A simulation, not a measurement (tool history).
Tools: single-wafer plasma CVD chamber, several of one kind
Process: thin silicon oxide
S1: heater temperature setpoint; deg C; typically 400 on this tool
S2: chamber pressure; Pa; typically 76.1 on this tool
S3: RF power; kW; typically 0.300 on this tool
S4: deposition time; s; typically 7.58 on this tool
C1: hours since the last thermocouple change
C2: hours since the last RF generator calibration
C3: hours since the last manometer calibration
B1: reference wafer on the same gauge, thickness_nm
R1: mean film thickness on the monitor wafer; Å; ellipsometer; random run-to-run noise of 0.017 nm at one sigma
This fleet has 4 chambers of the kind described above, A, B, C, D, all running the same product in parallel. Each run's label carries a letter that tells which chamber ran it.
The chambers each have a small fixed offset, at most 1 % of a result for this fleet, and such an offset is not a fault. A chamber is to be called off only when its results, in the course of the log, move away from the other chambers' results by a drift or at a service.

run	hour	S1	S2	S3	S4	C1	C2	C3	B1	R1
1B	9.9	400	76.1	0.300	7.58	480.9	754.9	1073.7	11.206	97.684
2C	22.0	400	76.1	0.300	7.58	731.6	994.8	1133.4	11.203	97.170
3D	34.1	400	76.1	0.300	7.58	934.4	439.0	1108.8	11.207	97.476
4A	43.6	400	76.1	0.300	7.58	300.0	293.6	107.4	11.212	97.887
5A	53.1	400	76.1	0.300	7.58	309.5	303.1	116.9	11.216	98.291
6C	62.2	400	90.4	0.345	7.58	771.8	1035.0	1173.6	11.208	123.410
7B	70.8	400	90.4	0.345	7.58	541.8	815.8	1134.6	11.213	124.390
8D	76.5	400	90.4	0.345	7.58	976.8	481.4	1151.2	11.211	123.660
9A	83.3	400	90.4	0.345	7.58	339.7	333.3	147.1	11.218	125.250
10B	89.6	400	76.1	0.300	7.58	560.6	834.6	1153.4	11.219	97.803
11D	96.4	400	76.1	0.300	7.58	996.7	501.3	1171.1	11.220	97.385
12C	107.2	400	76.1	0.325	7.58	816.8	1080.0	1218.6	11.220	100.580
13B	117.5	400	76.1	0.325	7.58	588.5	862.5	1181.3	11.226	100.820
14D	127.5	400	76.1	0.325	7.58	1027.8	532.4	1202.2	11.227	100.310
# hour 129.2: chamber D: thermocouple changed; heater temperature recalibrated
15C	136.8	400	76.1	0.325	7.58	846.4	1109.6	1248.2	11.228	100.630
16A	143.6	400	86.7	0.300	6.76	400.0	393.6	207.4	11.229	101.290
17A	151.2	400	86.7	0.300	6.76	407.6	401.2	215.0	11.232	100.960
18D	159.9	400	86.7	0.300	6.76	30.7	564.8	1234.6	11.230	99.937
19C	166.3	400	86.7	0.300	6.76	875.9	1139.1	1277.7	11.234	99.897
20B	172.8	400	76.1	0.300	7.58	643.8	917.8	1236.6	11.236	97.737
21B	181.6	400	76.1	0.300	7.58	652.6	926.6	1245.4	11.235	97.968
22D	187.0	400	76.1	0.300	7.58	57.8	591.9	1261.7	11.239	97.453
23C	196.8	400	76.1	0.355	8.54	906.4	1169.6	1308.2	11.240	117.660
24A	205.1	400	76.1	0.355	8.54	461.5	455.1	268.9	11.241	118.850
25B	215.7	400	76.1	0.355	8.54	686.7	960.7	1279.5	11.246	117.820
26C	222.2	400	76.1	0.355	8.54	931.8	1195.0	1333.6	11.247	117.450
27D	231.1	400	58.8	0.300	6.95	101.9	636.0	1305.8	11.244	66.852
28A	240.5	400	58.8	0.300	6.95	496.9	490.5	304.3	11.247	66.824
# hour 243.0: chamber C: capacitance manometer re-zeroed and calibrated
29B	247.1	400	58.8	0.300	6.95	718.1	992.1	1310.9	11.254	66.835
30D	257.3	400	58.8	0.300	6.95	128.1	662.2	1332.0	11.254	67.038
31C	268.1	400	76.1	0.300	7.58	977.7	1240.9	25.2	11.254	97.877
32A	277.6	400	76.1	0.300	7.58	534.0	527.6	341.4	11.257	98.473
33A	285.8	400	76.1	0.300	7.58	542.2	535.8	349.6	11.260	98.321
34B	292.7	400	76.1	0.300	8.37	763.7	1037.7	1356.5	11.258	108.540
35C	303.6	400	76.1	0.300	8.37	1013.2	1276.4	60.7	11.261	107.640
36D	314.0	400	76.1	0.300	8.37	184.8	718.9	1388.7	11.262	107.810
37A	323.5	400	76.1	0.300	8.37	579.9	573.5	387.3	11.268	109.080
38D	334.8	400	76.1	0.300	7.58	205.6	739.7	1409.5	11.264	97.539
39C	341.4	400	76.1	0.300	7.58	1051.0	1314.2	98.5	11.267	97.852
40B	347.2	400	76.1	0.300	7.58	818.2	1092.2	1411.0	11.272	98.265
41B	354.6	400	76.1	0.300	7.58	825.6	1099.6	1418.4	11.274	98.086
42D	363.6	400	76.1	0.300	7.58	234.4	768.5	1438.3	11.276	97.608
43A	373.6	400	76.1	0.300	7.58	630.0	623.6	437.4	11.278	98.706

Decide between three cases: one chamber stands off from its peers, the gauge reading all wafers drifts, or nothing is wrong past each chamber's small offset. Where a chamber is off, say which and what most likely put it there.

None of the chambers is off. What moves is the gauge, dragging all their readings along together.
Most likely cause: gauge reads high (%) = 0.707.
